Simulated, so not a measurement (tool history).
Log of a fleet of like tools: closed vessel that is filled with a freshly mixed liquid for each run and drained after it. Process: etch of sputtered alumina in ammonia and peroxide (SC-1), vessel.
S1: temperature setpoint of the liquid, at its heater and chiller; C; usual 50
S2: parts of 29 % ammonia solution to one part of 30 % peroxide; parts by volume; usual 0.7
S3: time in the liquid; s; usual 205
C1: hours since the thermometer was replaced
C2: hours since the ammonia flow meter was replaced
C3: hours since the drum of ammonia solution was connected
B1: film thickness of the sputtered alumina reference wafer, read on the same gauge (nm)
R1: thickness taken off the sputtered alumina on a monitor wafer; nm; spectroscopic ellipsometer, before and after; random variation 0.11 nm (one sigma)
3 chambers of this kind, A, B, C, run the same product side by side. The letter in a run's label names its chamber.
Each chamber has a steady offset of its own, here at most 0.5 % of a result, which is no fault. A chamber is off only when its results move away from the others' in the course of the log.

Run 1A, hour 7.3: usual settings; C1 530.1; C2 124.4; C3 643.1; B1 129.95. Result: R1 11.738 nm.
Run 2C, hour 15.4: usual settings; C1 383.6; C2 1670.2; C3 73.6; B1 130. Result: R1 11.681 nm.
At hour 15.7: chamber A: new drum of ammonia solution connected.
Run 3B, hour 24.4: usual settings; C1 204.2; C2 1991.9; C3 527.5; B1 129.98. Result: R1 11.832 nm.
Run 4C, hour 36.2: usual settings; C1 404.4; C2 1691; C3 94.4; B1 130.01. Result: R1 11.607 nm.
Run 5A, hour 45.8: usual settings but S3 305 s; C1 568.6; C2 162.9; C3 30.2; B1 129.98. Result: R1 17.35 nm.
Run 6B, hour 55.3: usual settings but S3 305 s; C1 235.1; C2 2022.8; C3 558.4; B1 129.97. Result: R1 17.426 nm.
Run 7A, hour 63.7: usual settings but S3 305 s; C1 586.5; C2 180.8; C3 48.1; B1 129.99. Result: R1 17.297 nm.
Run 8C, hour 71.9: usual settings; C1 440.1; C2 1726.7; C3 130.1; B1 130.01. Result: R1 11.59 nm.
Run 9B, hour 81.1: usual settings but S2 0.55 parts by volume; C1 260.9; C2 2048.6; C3 584.2; B1 129.99. Result: R1 11.468 nm.
Run 10B, hour 89.3: usual settings but S2 0.55 parts by volume; C1 269.1; C2 2056.8; C3 592.4; B1 130.05. Result: R1 11.332 nm.
Run 11C, hour 98: usual settings but S2 0.55 parts by volume; C1 466.2; C2 1752.8; C3 156.2; B1 130.03. Result: R1 11.319 nm.
Run 12A, hour 103.2: usual settings but S2 0.4 parts by volume, S3 105 s; C1 626; C2 220.3; C3 87.6; B1 129.95. Result: R1 5.6435 nm.
At hour 108.6: chamber A: thermometer replaced.
Run 13B, hour 114.9: usual settings but S2 0.4 parts by volume, S3 105 s; C1 294.7; C2 2082.4; C3 618; B1 129.99. Result: R1 5.7096 nm.
Run 14C, hour 126.3: usual settings but S2 0.4 parts by volume, S3 105 s; C1 494.5; C2 1781.1; C3 184.5; B1 130.05. Result: R1 5.7126 nm.
Run 15A, hour 133.3: usual settings; C1 24.8; C2 250.4; C3 117.7; B1 129.98. Result: R1 11.577 nm.
Run 16A, hour 140.9: usual settings; C1 32.4; C2 258; C3 125.3; B1 130.01. Result: R1 11.499 nm.
Run 17C, hour 148.8: usual settings; C1 517; C2 1803.6; C3 207; B1 130. Result: R1 11.677 nm.
Run 18B, hour 154.2: usual settings; C1 334; C2 2121.7; C3 657.3; B1 129.99. Result: R1 11.831 nm.
Run 19B, hour 160.2: usual settings; C1 340; C2 2127.7; C3 663.3; B1 130. Result: R1 11.789 nm.
Run 20A, hour 171.1: usual settings; C1 62.6; C2 288.2; C3 155.5; B1 129.98. Result: R1 11.732 nm.
Run 21C, hour 176.7: usual settings; C1 544.9; C2 1831.5; C3 234.9; B1 129.99. Result: R1 11.738 nm.
Run 22A, hour 182: usual settings; C1 73.5; C2 299.1; C3 166.4; B1 130. Result: R1 11.833 nm.
Run 23B, hour 190.3: usual settings; C1 370.1; C2 2157.8; C3 693.4; B1 130.01. Result: R1 11.873 nm.
Run 24C, hour 201.8: usual settings; C1 570; C2 1856.6; C3 260; B1 130.01. Result: R1 11.446 nm.
Run 25C, hour 212.1: usual settings but S1 58 C, S3 120 s; C1 580.3; C2 1866.9; C3 270.3; B1 129.99. Result: R1 10.486 nm.
Run 26A, hour 221.6: usual settings but S1 58 C, S3 120 s; C1 113.1; C2 338.7; C3 206; B1 129.99. Result: R1 10.285 nm.
Run 27B, hour 228: usual settings but S1 58 C, S3 120 s; C1 407.8; C2 2195.5; C3 731.1; B1 129.98. Result: R1 10.916 nm.
At hour 230.9: chamber C: ammonia flow meter replaced.
Run 28A, hour 238.6: usual settings but S1 57.5 C; C1 130.1; C2 355.7; C3 223; B1 130. Result: R1 17.238 nm.
Run 29C, hour 250.2: usual settings but S1 57.5 C; C1 618.4; C2 19.4; C3 308.4; B1 129.99. Result: R1 17.604 nm.
Run 30B, hour 256.6: usual settings but S1 57.5 C; C1 436.4; C2 2224.1; C3 759.7; B1 129.96. Result: R1 18.251 nm.
Run 31A, hour 263: usual settings but S1 42.5 C, S3 85 s; C1 154.5; C2 380.1; C3 247.4; B1 129.99. Result: R1 3.1451 nm.
Run 32C, hour 274.1: usual settings but S1 42.5 C, S3 85 s; C1 642.3; C2 43.3; C3 332.3; B1 130. Result: R1 3.1105 nm.
Run 33B, hour 279.5: usual settings but S1 42.5 C, S3 85 s; C1 459.3; C2 2247; C3 782.6; B1 129.99. Result: R1 3.3588 nm.
Run 34B, hour 284.7: usual settings; C1 464.5; C2 2252.2; C3 787.8; B1 130.01. Result: R1 12.349 nm.
Run 35C, hour 295.3: usual settings but S1 54.5 C; C1 663.5; C2 64.5; C3 353.5; B1 130.03. Result: R1 14.965 nm.
At hour 299.4: chamber C: new drum of ammonia solution connected.
Run 36A, hour 306.2: usual settings but S1 54.5 C; C1 197.7; C2 423.3; C3 290.6; B1 130.03. Result: R1 14.884 nm.
Run 37C, hour 312.9: usual settings but S1 54.5 C; C1 681.1; C2 82.1; C3 13.6; B1 130. Result: R1 14.918 nm.
Run 38B, hour 323.7: usual settings; C1 503.5; C2 2291.2; C3 826.8; B1 130.05. Result: R1 12.568 nm.
Run 39A, hour 334.9: usual settings; C1 226.4; C2 452; C3 319.3; B1 130. Result: R1 11.676 nm.
Run 40B, hour 343.2: usual settings; C1 523; C2 2310.7; C3 846.3; B1 130.01. Result: R1 12.464 nm.
Run 41A, hour 349.5: usual settings; C1 241; C2 466.6; C3 333.9; B1 130.01. Result: R1 11.675 nm.
Run 42C, hour 355.8: usual settings but S3 270 s; C1 724; C2 125; C3 56.5; B1 130.02. Result: R1 15.481 nm.
Run 43C, hour 365.5: usual settings but S3 270 s; C1 733.7; C2 134.7; C3 66.2; B1 130. Result: R1 15.246 nm.

All 3 chambers run these settings next. Forecast each chamber's results:
Run 44A, hour 374.1: usual settings. Result: R1 ?.
Run 44B, hour 374.1: usual settings. Result: R1 ?.
Run 44C, hour 374.1: usual settings. Result: R1 ?.

run      R1
44A  11.498
44B  12.648
44C  11.563
